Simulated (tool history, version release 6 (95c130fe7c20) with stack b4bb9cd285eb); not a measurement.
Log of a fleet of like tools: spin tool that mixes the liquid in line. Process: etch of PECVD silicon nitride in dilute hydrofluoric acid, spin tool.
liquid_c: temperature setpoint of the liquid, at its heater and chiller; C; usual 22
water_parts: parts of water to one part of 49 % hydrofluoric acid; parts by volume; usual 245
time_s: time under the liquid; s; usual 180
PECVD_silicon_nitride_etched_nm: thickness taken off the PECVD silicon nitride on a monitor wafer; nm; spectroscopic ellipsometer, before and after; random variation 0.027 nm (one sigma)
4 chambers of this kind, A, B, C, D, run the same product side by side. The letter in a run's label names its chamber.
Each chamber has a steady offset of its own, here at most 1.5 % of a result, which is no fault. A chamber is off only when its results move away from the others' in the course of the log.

| run | hour | liquid_c | water_parts | time_s | read-back film thickness of the PECVD silicon nitride reference wafer, read on the same gauge (nm) | PECVD_silicon_nitride_etched_nm |
|---|---|---|---|---|---|---|
| 1A | 14.1 | 22 | 245 | 180 | 90.012 | 1.1407 |
| 2B | 27.5 | 22 | 245 | 180 | 90.003 | 1.1307 |
| 3C | 36.9 | 22 | 245 | 180 | 89.958 | 1.1256 |
|  | 48.7 | chamber D: hydrofluoric acid flow meter replaced |
| 4D | 49.5 | 22 | 245 | 180 | 90.012 | 1.1633 |
| 5C | 58.5 | 23.5 | 245 | 100 | 90.002 | 0.68993 |
| 6A | 69.2 | 23.5 | 245 | 100 | 89.97 | 0.70902 |
| 7D | 75.6 | 23.5 | 245 | 100 | 89.969 | 0.71108 |
| 8B | 87.5 | 23.5 | 245 | 100 | 90.024 | 0.7237 |
| 9B | 94.7 | 22 | 245 | 180 | 89.997 | 1.149 |
| 10D | 107.9 | 22 | 245 | 180 | 90.012 | 1.1316 |
| 11C | 120.8 | 22 | 245 | 180 | 89.989 | 1.1474 |
| 12A | 129.1 | 22 | 245 | 180 | 89.998 | 1.1855 |
| 13A | 140.9 | 22 | 245 | 180 | 89.982 | 1.179 |
| 14B | 150.8 | 22 | 245 | 180 | 90.008 | 1.1532 |
| 15D | 159.4 | 22 | 245 | 180 | 90.02 | 1.1687 |
| 16C | 167.9 | 22 | 245 | 180 | 89.996 | 1.1163 |
| 17B | 176.6 | 22 | 245 | 180 | 89.999 | 1.0943 |
| 18C | 187.4 | 22 | 245 | 180 | 90.012 | 1.151 |
| 19D | 200.3 | 22 | 245 | 180 | 90.011 | 1.1441 |
| 20A | 213.6 | 22 | 245 | 180 | 90.006 | 1.1556 |
| 21D | 223.3 | 22 | 245 | 180 | 89.961 | 1.1487 |
| 22A | 234.4 | 22 | 245 | 180 | 89.985 | 1.0855 |
| 23C | 245.9 | 22 | 245 | 180 | 90.018 | 1.1765 |
| 24B | 259.3 | 22 | 245 | 180 | 89.958 | 1.1274 |
|  | 260.9 | chamber D: thermometer replaced |
| 25C | 271.1 | 22 | 245 | 180 | 89.998 | 1.1723 |
| 26D | 285.1 | 22 | 245 | 180 | 89.993 | 1.1389 |
| 27A | 298 | 22 | 245 | 180 | 90.006 | 1.1646 |
| 28B | 308.1 | 22 | 335 | 255 | 90.005 | 1.1783 |
| 29B | 321.8 | 22 | 335 | 255 | 90.01 | 1.2011 |
| 30A | 334.9 | 22 | 335 | 255 | 90.049 | 1.1802 |
| 31C | 346.8 | 22 | 335 | 255 | 89.987 | 1.2159 |
| 32D | 359.5 | 22 | 245 | 180 | 89.985 | 1.1763 |
| 33A | 367.6 | 22 | 245 | 180 | 89.992 | 1.1181 |
| 34D | 380.9 | 22 | 245 | 180 | 89.974 | 1.1395 |
| 35B | 389.4 | 22 | 245 | 180 | 89.982 | 1.1271 |

All 4 chambers run these settings next. Forecast each chamber's results:
| 36A | 399.5 | 22 | 245 | 180 |  | ? |
| 36B | 399.5 | 22 | 245 | 180 |  | ? |
| 36C | 399.5 | 22 | 245 | 180 |  | ? |
| 36D | 399.5 | 22 | 245 | 180 |  | ? |

| run | PECVD_silicon_nitride_etched_nm |
|---|---|
| 36A | 1.1733 |
| 36B | 1.1637 |
| 36C | 1.1155 |
| 36D | 1.1567 |
